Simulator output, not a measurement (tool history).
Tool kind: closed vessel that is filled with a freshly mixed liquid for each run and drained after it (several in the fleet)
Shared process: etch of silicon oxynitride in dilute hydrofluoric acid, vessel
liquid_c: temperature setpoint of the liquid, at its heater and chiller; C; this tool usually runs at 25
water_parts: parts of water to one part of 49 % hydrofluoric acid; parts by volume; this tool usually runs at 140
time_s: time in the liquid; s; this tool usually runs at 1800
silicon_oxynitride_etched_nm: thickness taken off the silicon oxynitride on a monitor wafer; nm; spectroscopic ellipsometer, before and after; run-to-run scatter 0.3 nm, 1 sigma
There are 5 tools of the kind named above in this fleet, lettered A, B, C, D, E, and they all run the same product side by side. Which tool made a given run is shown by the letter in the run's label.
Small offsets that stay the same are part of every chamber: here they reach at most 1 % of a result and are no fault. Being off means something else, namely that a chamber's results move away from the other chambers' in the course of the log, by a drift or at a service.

run    day  liquid_c  water_parts  time_s  hours since the thermometer was replaced  hours since the hydrofluoric acid flow meter was replaced  read-back film thickness of the silicon oxynitride reference wafer, read on the same gauge (nm)  silicon_oxynitride_etched_nm
 1A  0.192        25          140    1800                                     448.2                                                      561.2                                                                                           29.984                        30.607
 2C  0.304        25          140    1800                                      1191                                                      572.8                                                                                           30.005                        30.986
 3B  0.558        25          140    1800                                    1441.8                                                     1336.9                                                                                           29.973                        30.722
 4D  0.762        25          140    1800                                      38.5                                                      597.6                                                                                           30.028                        30.407
 5E  1.017        25          140    1800                                     404.9                                                     1415.1                                                                                           29.983                        31.405
 6C  1.196        25          140    1800                                    1212.4                                                      594.2                                                                                           29.958                        30.701
 7E    1.4        25          140    1800                                     414.1                                                     1424.3                                                                                           30.008                        31.005
 8B  1.638        25          140    1800                                    1467.7                                                     1362.8                                                                                           30.015                        31.331
 9D  1.804        25          140    1800                                      63.5                                                      622.6                                                                                           30.042                        31.055
10A  1.925        25          140    1800                                     489.8                                                      602.8                                                                                           29.987                        30.974
11A  2.167        25          195     995                                     495.6                                                      608.6                                                                                           30.005                          11.8
12B  2.392        25          195     995                                    1485.8                                                     1380.9                                                                                            30.04                        12.049
13C  2.542        25          195     995                                    1244.7                                                      626.5                                                                                            30.04                        11.625
14D  2.717        25          195     995                                      85.4                                                      644.5                                                                                           30.032                        11.543
15E  2.954        25          195     995                                     451.4                                                     1461.6                                                                                           30.023                        11.665
16D  3.125      27.5          140     935                                      95.2                                                      654.3                                                                                           30.035                        17.577
17B  3.296      27.5          140     935                                    1507.5                                                     1402.6                                                                                           30.032                         18.55
18E  3.425      27.5          140     935                                     462.7                                                     1472.9                                                                                           29.975                        18.305
19C  3.546      27.5          140     935                                    1268.8                                                      650.6                                                                                           30.035                        18.039
20A  3.783      27.5          140     935                                     534.4                                                      647.4                                                                                           29.995                        17.702
21E  3.925        25          140    1800                                     474.7                                                     1484.9                                                                                           29.972                        31.293
22B  4.067        25          140    1800                                      1526                                                     1421.1                                                                                           30.029                        31.932
23D  4.275        29          140    1800                                     122.8                                                      681.9                                                                                           30.034                        35.744
24C  4.471        29          140    1800                                      1291                                                      672.8                                                                                           29.998                        37.306
25A  4.675        29          140    1800                                     555.8                                                      668.8                                                                                           29.979                        37.536
26B   4.85        29          140    1800                                    1544.8                                                     1439.9                                                                                           30.021                        37.278
27C  5.021        29          140    1800                                    1304.2                                                        686                                                                                           30.029                         37.38
28E  5.229        25          140    1800                                       506                                                     1516.2                                                                                           29.946                        31.261
29D  5.379        25          140    1800                                     149.3                                                      708.4                                                                                           29.995                        28.637
30A  5.583        25          140    1800                                     577.6                                                      690.6                                                                                           29.998                        31.042
31B  5.833        25          140    1800                                    1568.4                                                     1463.5                                                                                            30.01                        31.573
32D  6.004        25          140    1800                                     164.3                                                      723.4                                                                                            30.01                         28.86

Has any chamber moved away from the others, gradually or after a service, or does the common gauge drift, or do the chambers differ only by their own small steady offsets? State the chamber and the most likely cause if one applies.

It is chamber D that slowly wanders off from its peers.
Likeliest cause: hydrofluoric acid flow below the setpoint (%) = 6.56.
From this log alone, it may not be told apart from: liquid colder than its thermometer reads (K).

Here are 4 candidates for chamber D's next run, each the usual settings with a change, their results left as question marks. Which one brings its results back in line with what the others give on the usual settings?
A result is in line if it is within this distance of the other chambers' mean on the usual settings: silicon_oxynitride_etched_nm 1 nm
33D-1  6.188        25          150    1675                                                                                                                                                                                                                                   ?
33D-2  6.188        25          125    1800                                                                                                                                                                                                                                   ?
33D-3  6.188        25          135    1870                                                                                                                                                                                                                                   ?
33D-4  6.188        25          145    1725                                                                                                                                                                                                                                   ?

What the other chambers average on the usual settings: silicon_oxynitride_etched_nm 31.092 nm
  run  silicon_oxynitride_etched_nm
33D-1                        24.665
33D-2                        32.551
33D-3                        31.021
33D-4                        26.396
Change 33D-3 lands the chamber within the allowed miss of the other chambers.
